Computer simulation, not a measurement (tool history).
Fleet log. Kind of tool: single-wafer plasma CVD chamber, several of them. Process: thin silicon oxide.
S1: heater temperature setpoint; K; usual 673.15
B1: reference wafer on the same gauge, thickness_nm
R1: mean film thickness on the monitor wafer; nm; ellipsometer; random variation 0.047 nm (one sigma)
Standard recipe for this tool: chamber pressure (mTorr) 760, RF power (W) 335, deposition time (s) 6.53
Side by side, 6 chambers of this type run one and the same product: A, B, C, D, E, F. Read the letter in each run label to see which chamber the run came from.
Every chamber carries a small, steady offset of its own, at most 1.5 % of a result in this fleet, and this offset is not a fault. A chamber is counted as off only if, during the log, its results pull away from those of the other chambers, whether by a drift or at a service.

{"run": "1A", "hour": 4.7, "S1": 673.15, "chamber pressure (mTorr)": 760, "RF power (W)": 335, "deposition time (s)": 6.53, "B1": 12.592, "R1": 12.05}
{"run": "2D", "hour": 9.9, "S1": 673.15, "chamber pressure (mTorr)": 760, "RF power (W)": 335, "deposition time (s)": 6.53, "B1": 12.608, "R1": 11.893}
{"run": "3B", "hour": 15.6, "S1": 673.15, "chamber pressure (mTorr)": 760, "RF power (W)": 335, "deposition time (s)": 6.53, "B1": 12.589, "R1": 11.872}
{"run": "4C", "hour": 20.3, "S1": 673.15, "chamber pressure (mTorr)": 760, "RF power (W)": 335, "deposition time (s)": 6.53, "B1": 12.592, "R1": 12.128}
{"run": "5F", "hour": 24.6, "S1": 673.15, "chamber pressure (mTorr)": 760, "RF power (W)": 335, "deposition time (s)": 6.53, "B1": 12.605, "R1": 12.027}
{"run": "6E", "hour": 29.0, "S1": 673.15, "chamber pressure (mTorr)": 760, "RF power (W)": 335, "deposition time (s)": 6.53, "B1": 12.596, "R1": 11.994}
{"run": "7F", "hour": 34.4, "S1": 673.15, "chamber pressure (mTorr)": 760, "RF power (W)": 335, "deposition time (s)": 6.53, "B1": 12.602, "R1": 12.035}
{"run": "8B", "hour": 40.3, "S1": 673.15, "chamber pressure (mTorr)": 760, "RF power (W)": 335, "deposition time (s)": 6.53, "B1": 12.603, "R1": 11.994}
{"run": "9C", "hour": 44.8, "S1": 673.15, "chamber pressure (mTorr)": 760, "RF power (W)": 335, "deposition time (s)": 6.53, "B1": 12.588, "R1": 12.053}
{"run": "10A", "hour": 48.8, "S1": 673.15, "chamber pressure (mTorr)": 760, "RF power (W)": 335, "deposition time (s)": 6.53, "B1": 12.6, "R1": 12.064}
{"run": "11D", "hour": 53.6, "S1": 673.15, "chamber pressure (mTorr)": 760, "RF power (W)": 335, "deposition time (s)": 6.53, "B1": 12.589, "R1": 11.897}
{"run": "12E", "hour": 59.7, "S1": 673.15, "chamber pressure (mTorr)": 760, "RF power (W)": 335, "deposition time (s)": 6.53, "B1": 12.604, "R1": 12.028}
{"run": "13A", "hour": 64.0, "S1": 673.15, "chamber pressure (mTorr)": 760, "RF power (W)": 335, "deposition time (s)": 6.53, "B1": 12.604, "R1": 12.06}
{"run": "14C", "hour": 67.3, "S1": 673.15, "chamber pressure (mTorr)": 760, "RF power (W)": 335, "deposition time (s)": 6.53, "B1": 12.617, "R1": 12.049}
{"run": "15F", "hour": 72.0, "S1": 673.15, "chamber pressure (mTorr)": 760, "RF power (W)": 335, "deposition time (s)": 6.53, "B1": 12.592, "R1": 12.035}
{"hour": 73.8, "done": "chamber C: capacitance manometer re-zeroed and calibrated"}
{"run": "16E", "hour": 75.0, "S1": 673.15, "chamber pressure (mTorr)": 760, "RF power (W)": 335, "deposition time (s)": 6.53, "B1": 12.587, "R1": 12.048}
{"run": "17B", "hour": 78.6, "S1": 673.15, "chamber pressure (mTorr)": 760, "RF power (W)": 335, "deposition time (s)": 6.53, "B1": 12.598, "R1": 11.913}
{"run": "18D", "hour": 81.5, "S1": 673.15, "chamber pressure (mTorr)": 760, "RF power (W)": 335, "deposition time (s)": 6.53, "B1": 12.599, "R1": 11.862}
{"run": "19A", "hour": 86.0, "S1": 673.15, "chamber pressure (mTorr)": 760, "RF power (W)": 335, "deposition time (s)": 6.53, "B1": 12.601, "R1": 12.026}
{"run": "20D", "hour": 89.5, "S1": 673.15, "chamber pressure (mTorr)": 760, "RF power (W)": 335, "deposition time (s)": 6.53, "B1": 12.603, "R1": 11.808}
{"run": "21F", "hour": 95.4, "S1": 673.15, "chamber pressure (mTorr)": 760, "RF power (W)": 335, "deposition time (s)": 6.53, "B1": 12.616, "R1": 11.993}
{"run": "22E", "hour": 98.8, "S1": 673.15, "chamber pressure (mTorr)": 660, "RF power (W)": 335, "deposition time (s)": 6.53, "B1": 12.597, "R1": 10.461}
{"run": "23B", "hour": 102.9, "S1": 673.15, "chamber pressure (mTorr)": 660, "RF power (W)": 335, "deposition time (s)": 6.53, "B1": 12.605, "R1": 10.266}
{"run": "24C", "hour": 108.5, "S1": 673.15, "chamber pressure (mTorr)": 660, "RF power (W)": 335, "deposition time (s)": 6.53, "B1": 12.598, "R1": 10.844}
{"run": "25B", "hour": 111.6, "S1": 673.15, "chamber pressure (mTorr)": 660, "RF power (W)": 335, "deposition time (s)": 6.53, "B1": 12.594, "R1": 10.231}
{"hour": 113.7, "done": "chamber B: thermocouple changed; heater temperature recalibrated"}
{"run": "26D", "hour": 114.6, "S1": 673.15, "chamber pressure (mTorr)": 660, "RF power (W)": 335, "deposition time (s)": 6.53, "B1": 12.598, "R1": 10.265}
{"run": "27C", "hour": 120.1, "S1": 673.15, "chamber pressure (mTorr)": 660, "RF power (W)": 335, "deposition time (s)": 6.53, "B1": 12.595, "R1": 10.843}
{"run": "28F", "hour": 123.6, "S1": 673.15, "chamber pressure (mTorr)": 760, "RF power (W)": 335, "deposition time (s)": 6.53, "B1": 12.61, "R1": 12.042}
{"run": "29A", "hour": 129.1, "S1": 673.15, "chamber pressure (mTorr)": 760, "RF power (W)": 335, "deposition time (s)": 6.53, "B1": 12.601, "R1": 12.058}
{"run": "30E", "hour": 134.5, "S1": 673.15, "chamber pressure (mTorr)": 760, "RF power (W)": 335, "deposition time (s)": 6.53, "B1": 12.604, "R1": 12.0}
{"run": "31E", "hour": 137.4, "S1": 673.15, "chamber pressure (mTorr)": 760, "RF power (W)": 360, "deposition time (s)": 6.53, "B1": 12.601, "R1": 12.345}
{"run": "32C", "hour": 142.6, "S1": 673.15, "chamber pressure (mTorr)": 760, "RF power (W)": 360, "deposition time (s)": 6.53, "B1": 12.599, "R1": 12.802}
{"run": "33B", "hour": 148.0, "S1": 673.15, "chamber pressure (mTorr)": 760, "RF power (W)": 360, "deposition time (s)": 6.53, "B1": 12.597, "R1": 12.249}
{"run": "34F", "hour": 151.6, "S1": 673.15, "chamber pressure (mTorr)": 760, "RF power (W)": 360, "deposition time (s)": 6.53, "B1": 12.605, "R1": 12.386}
{"run": "35D", "hour": 154.5, "S1": 673.15, "chamber pressure (mTorr)": 760, "RF power (W)": 360, "deposition time (s)": 6.53, "B1": 12.613, "R1": 12.204}
{"run": "36A", "hour": 159.9, "S1": 673.15, "chamber pressure (mTorr)": 760, "RF power (W)": 360, "deposition time (s)": 6.53, "B1": 12.591, "R1": 12.408}
{"run": "37F", "hour": 165.6, "S1": 673.15, "chamber pressure (mTorr)": 760, "RF power (W)": 335, "deposition time (s)": 6.53, "B1": 12.614, "R1": 11.998}
{"run": "38B", "hour": 171.7, "S1": 673.15, "chamber pressure (mTorr)": 760, "RF power (W)": 335, "deposition time (s)": 6.53, "B1": 12.612, "R1": 11.896}
{"run": "39C", "hour": 175.4, "S1": 673.15, "chamber pressure (mTorr)": 760, "RF power (W)": 335, "deposition time (s)": 6.53, "B1": 12.606, "R1": 12.481}
{"run": "40E", "hour": 180.7, "S1": 673.15, "chamber pressure (mTorr)": 760, "RF power (W)": 335, "deposition time (s)": 6.53, "B1": 12.593, "R1": 12.027}
{"run": "41D", "hour": 185.8, "S1": 673.15, "chamber pressure (mTorr)": 934, "RF power (W)": 335, "deposition time (s)": 6.53, "B1": 12.597, "R1": 14.227}

Is one chamber off against the others, does the gauge drift, or is nothing wrong? If a chamber is off, say which, and what the likeliest cause is.

A service on chamber C put it out of line with the rest.
Likeliest cause: true pressure above the setpoint (%) = 3.5.

Below are 4 candidate recipes for chamber C's next run, each the usual settings with a change, their results shown as question marks. Which of them brings C's results back in line with what the other chambers give on the usual settings?
Maximum distance from the other chambers' mean on the usual settings for a result to count as in line: R1 0.170 nm
{"run": "42C-1", "hour": 190.3, "S1": 673.15, "chamber pressure (mTorr)": 731, "RF power (W)": 330, "deposition time (s)": 6.53, "R1": "?"}
{"run": "42C-2", "hour": 190.3, "S1": 673.15, "chamber pressure (mTorr)": 708, "RF power (W)": 330, "deposition time (s)": 6.53, "R1": "?"}
{"run": "42C-3", "hour": 190.3, "S1": 673.15, "chamber pressure (mTorr)": 818, "RF power (W)": 335, "deposition time (s)": 6.53, "R1": "?"}
{"run": "42C-4", "hour": 190.3, "S1": 673.15, "chamber pressure (mTorr)": 779, "RF power (W)": 335, "deposition time (s)": 6.64, "R1": "?"}

The other chambers' mean on the usual settings: R1 11.970 nm
run=42C-1 R1=11.911
run=42C-2 R1=11.532
run=42C-3 R1=13.300
run=42C-4 R1=12.944
The right change is 42C-1: it brings the chamber back within the allowed miss of the others.
